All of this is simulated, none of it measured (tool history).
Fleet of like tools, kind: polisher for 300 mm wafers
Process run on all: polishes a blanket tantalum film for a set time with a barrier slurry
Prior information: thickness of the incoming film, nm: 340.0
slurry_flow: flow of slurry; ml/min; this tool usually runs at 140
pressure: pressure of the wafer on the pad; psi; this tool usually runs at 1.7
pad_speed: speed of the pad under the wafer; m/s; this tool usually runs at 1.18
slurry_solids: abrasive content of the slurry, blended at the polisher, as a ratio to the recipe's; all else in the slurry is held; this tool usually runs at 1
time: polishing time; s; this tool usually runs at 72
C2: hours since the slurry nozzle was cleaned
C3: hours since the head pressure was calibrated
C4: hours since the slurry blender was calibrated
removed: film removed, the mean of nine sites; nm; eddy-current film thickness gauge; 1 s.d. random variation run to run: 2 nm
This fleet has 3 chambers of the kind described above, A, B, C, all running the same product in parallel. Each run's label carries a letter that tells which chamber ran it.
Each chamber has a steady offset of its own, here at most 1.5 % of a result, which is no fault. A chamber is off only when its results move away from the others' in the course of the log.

run 1A hour=5.3 | slurry_flow=140 pressure=1.7 pad_speed=1.18 slurry_solids=1 time=72 | wafers_polished_on_this_pad=732 C2=220.7 C3=783.5 C4=208.9 | removed=135.3
run 2C hour=8.7 | slurry_flow=140 pressure=1.7 pad_speed=1.18 slurry_solids=1 time=72 | wafers_polished_on_this_pad=227 C2=13.3 C3=671.7 C4=26.7 | removed=131.21
run 3B hour=11.4 | slurry_flow=140 pressure=1.7 pad_speed=1.18 slurry_solids=1 time=72 | wafers_polished_on_this_pad=760 C2=284.4 C3=780 C4=98.5 | removed=133.76
-- hour=13.2 chamber A: slurry blender recalibrated
run 4A hour=16.7 | slurry_flow=140 pressure=1.7 pad_speed=1.18 slurry_solids=1 time=72 | wafers_polished_on_this_pad=878 C2=232.1 C3=794.9 C4=3.6 | removed=128.38
run 5C hour=20 | slurry_flow=160 pressure=1.7 pad_speed=1.18 slurry_solids=1.25 time=72 | wafers_polished_on_this_pad=372 C2=24.6 C3=683 C4=38 | removed=143.55
run 6B hour=22.4 | slurry_flow=160 pressure=1.7 pad_speed=1.18 slurry_solids=1.25 time=72 | wafers_polished_on_this_pad=901 C2=295.4 C3=791 C4=109.5 | removed=142.84
run 7C hour=26.8 | slurry_flow=160 pressure=1.7 pad_speed=1.18 slurry_solids=1.25 time=72 | wafers_polished_on_this_pad=460 C2=31.4 C3=689.8 C4=44.8 | removed=141.61
run 8B hour=31.1 | slurry_flow=140 pressure=1.7 pad_speed=1.18 slurry_solids=1 time=72 | wafers_polished_on_this_pad=1014 C2=304.1 C3=799.7 C4=118.2 | removed=132.14
run 9A hour=34 | slurry_flow=140 pressure=1.7 pad_speed=1.18 slurry_solids=1 time=72 | wafers_polished_on_this_pad=1101 C2=249.4 C3=812.2 C4=20.9 | removed=129.87
-- hour=35.5 chamber B: worn pad replaced by a new one
run 10A hour=38.9 | slurry_flow=140 pressure=1.7 pad_speed=1.18 slurry_solids=1 time=72 | wafers_polished_on_this_pad=1165 C2=254.3 C3=817.1 C4=25.8 | removed=127.59
run 11B hour=41.8 | slurry_flow=140 pressure=1.7 pad_speed=1.18 slurry_solids=1 time=72 | wafers_polished_on_this_pad=82 C2=314.8 C3=810.4 C4=128.9 | removed=130.55
run 12C hour=45.6 | slurry_flow=140 pressure=1.7 pad_speed=1.18 slurry_solids=1 time=72 | wafers_polished_on_this_pad=702 C2=50.2 C3=708.6 C4=63.6 | removed=131.62
run 13C hour=50.4 | slurry_flow=140 pressure=1.4 pad_speed=1.36 slurry_solids=1 time=72 | wafers_polished_on_this_pad=764 C2=55 C3=713.4 C4=68.4 | removed=125.27
run 14A hour=55.1 | slurry_flow=140 pressure=1.4 pad_speed=1.36 slurry_solids=1 time=72 | wafers_polished_on_this_pad=1373 C2=270.5 C3=833.3 C4=42 | removed=123.51
run 15B hour=60.5 | slurry_flow=140 pressure=1.4 pad_speed=1.36 slurry_solids=1 time=72 | wafers_polished_on_this_pad=323 C2=333.5 C3=829.1 C4=147.6 | removed=122.44
run 16C hour=64.4 | slurry_flow=140 pressure=1.7 pad_speed=1.18 slurry_solids=1 time=72 | wafers_polished_on_this_pad=945 C2=69 C3=727.4 C4=82.4 | removed=127.15
run 17B hour=67.3 | slurry_flow=140 pressure=1.7 pad_speed=1.18 slurry_solids=1 time=72 | wafers_polished_on_this_pad=410 C2=340.3 C3=835.9 C4=154.4 | removed=132.53
run 18A hour=72.1 | slurry_flow=140 pressure=1.7 pad_speed=1.18 slurry_solids=1 time=72 | wafers_polished_on_this_pad=1593 C2=287.5 C3=850.3 C4=59 | removed=125.49
run 19A hour=75 | slurry_flow=140 pressure=1.7 pad_speed=1.18 slurry_solids=1 time=72 | wafers_polished_on_this_pad=1630 C2=290.4 C3=853.2 C4=61.9 | removed=125.12
run 20C hour=80 | slurry_flow=140 pressure=1.7 pad_speed=1.18 slurry_solids=1 time=72 | wafers_polished_on_this_pad=1146 C2=84.6 C3=743 C4=98 | removed=129.4
run 21B hour=83.7 | slurry_flow=140 pressure=1.7 pad_speed=1.18 slurry_solids=1 time=72 | wafers_polished_on_this_pad=622 C2=356.7 C3=852.3 C4=170.8 | removed=129.71
-- hour=87.9 chamber B: slurry blender recalibrated
run 22C hour=88.2 | slurry_flow=140 pressure=1.7 pad_speed=1.18 slurry_solids=1 time=72 | wafers_polished_on_this_pad=1251 C2=92.8 C3=751.2 C4=106.2 | removed=130.86
-- hour=89.2 chamber A: slurry nozzle cleaned
run 23B hour=92.4 | slurry_flow=140 pressure=1.7 pad_speed=1.18 slurry_solids=1 time=72 | wafers_polished_on_this_pad=734 C2=365.4 C3=861 C4=4.5 | removed=128.79
run 24A hour=95.2 | slurry_flow=140 pressure=1.7 pad_speed=1.18 slurry_solids=1 time=72 | wafers_polished_on_this_pad=1890 C2=6.1 C3=873.4 C4=82.1 | removed=123.39
run 25A hour=100.3 | slurry_flow=140 pressure=1.7 pad_speed=1.18 slurry_solids=1 time=72 | wafers_polished_on_this_pad=1956 C2=11.2 C3=878.5 C4=87.2 | removed=121.68
run 26B hour=105.4 | slurry_flow=140 pressure=1.7 pad_speed=1.18 slurry_solids=1 time=72 | wafers_polished_on_this_pad=902 C2=378.4 C3=874 C4=17.5 | removed=132.99
-- hour=106.4 chamber C: worn pad replaced by a new one
run 27C hour=109.7 | slurry_flow=140 pressure=1.7 pad_speed=0.82 slurry_solids=1 time=72 | wafers_polished_on_this_pad=43 C2=114.3 C3=772.7 C4=127.7 | removed=89.988
run 28C hour=113.8 | slurry_flow=140 pressure=1.7 pad_speed=0.82 slurry_solids=1 time=72 | wafers_polished_on_this_pad=96 C2=118.4 C3=776.8 C4=131.8 | removed=94.623
run 29B hour=116.9 | slurry_flow=140 pressure=1.7 pad_speed=0.82 slurry_solids=1 time=72 | wafers_polished_on_this_pad=1050 C2=389.9 C3=885.5 C4=29 | removed=92.215
run 30A hour=120.8 | slurry_flow=140 pressure=1.7 pad_speed=1.18 slurry_solids=1 time=72 | wafers_polished_on_this_pad=2220 C2=31.7 C3=899 C4=107.7 | removed=119.22
run 31B hour=125.1 | slurry_flow=140 pressure=1.7 pad_speed=1.18 slurry_solids=1 time=72 | wafers_polished_on_this_pad=1155 C2=398.1 C3=893.7 C4=37.2 | removed=134.08
-- hour=126.5 chamber B: worn pad replaced by a new one
-- hour=127.9 chamber C: slurry blender recalibrated
run 32C hour=129.3 | slurry_flow=140 pressure=1.7 pad_speed=1.18 slurry_solids=1 time=72 | wafers_polished_on_this_pad=296 C2=133.9 C3=792.3 C4=1.5 | removed=131.96
run 33A hour=133.9 | slurry_flow=140 pressure=1.7 pad_speed=1.18 slurry_solids=1 time=72 | wafers_polished_on_this_pad=2389 C2=44.8 C3=912.1 C4=120.8 | removed=117.15
run 34A hour=137.6 | slurry_flow=140 pressure=1.7 pad_speed=1.18 slurry_solids=1 time=72 | wafers_polished_on_this_pad=2437 C2=48.5 C3=915.8 C4=124.5 | removed=117.91
run 35B hour=141.3 | slurry_flow=140 pressure=1.7 pad_speed=1.18 slurry_solids=1 time=72 | wafers_polished_on_this_pad=192 C2=414.3 C3=909.9 C4=53.4 | removed=132.48
run 36C hour=144.8 | slurry_flow=140 pressure=1.7 pad_speed=1.18 slurry_solids=1 time=72 | wafers_polished_on_this_pad=495 C2=149.4 C3=807.8 C4=17 | removed=130.17
run 37B hour=148.1 | slurry_flow=140 pressure=1.7 pad_speed=1.18 slurry_solids=1 time=55 | wafers_polished_on_this_pad=279 C2=421.1 C3=916.7 C4=60.2 | removed=99.38
run 38C hour=152.9 | slurry_flow=140 pressure=1.7 pad_speed=1.18 slurry_solids=1 time=55 | wafers_polished_on_this_pad=600 C2=157.5 C3=815.9 C4=25.1 | removed=101.6

What goes on in this fleet: one chamber off, a drifting gauge, or nothing beyond the chambers' own small offsets? Name the chamber and the cause, if any.

Little by little, chamber A moves away from the other chambers.
Likeliest cause: removal rate lost through wear of the pad, % = 10.6.
The log may not separate it from: head's pressure below its setpoint, %; abrasive missing from the slurry, %.

Which of the 4 candidates below, each the usual settings with something changed and its results left as question marks, puts chamber A back in line with what the other chambers give on the usual settings?
In line means no further than this from the other chambers' mean on the usual settings: removed 6.9 nm
run 39A-1 hour=156.9 | slurry_flow=140 pressure=1.6 pad_speed=1.1 slurry_solids=1 time=67 | removed=?
run 39A-2 hour=156.9 | slurry_flow=140 pressure=1.6 pad_speed=1.12 slurry_solids=1 time=72 | removed=?
run 39A-3 hour=156.9 | slurry_flow=140 pressure=1.8 pad_speed=1.22 slurry_solids=1 time=75 | removed=?
run 39A-4 hour=156.9 | slurry_flow=140 pressure=1.8 pad_speed=1.28 slurry_solids=1 time=77 | removed=?

The mean the other chambers reach with the usual settings: removed 131.24 nm
run=39A-1 removed=95.631
run=39A-2 removed=104.63
run=39A-3 removed=133.31
run=39A-4 removed=143.58
The right change is 39A-3: it brings the chamber back within the allowed miss of the others.

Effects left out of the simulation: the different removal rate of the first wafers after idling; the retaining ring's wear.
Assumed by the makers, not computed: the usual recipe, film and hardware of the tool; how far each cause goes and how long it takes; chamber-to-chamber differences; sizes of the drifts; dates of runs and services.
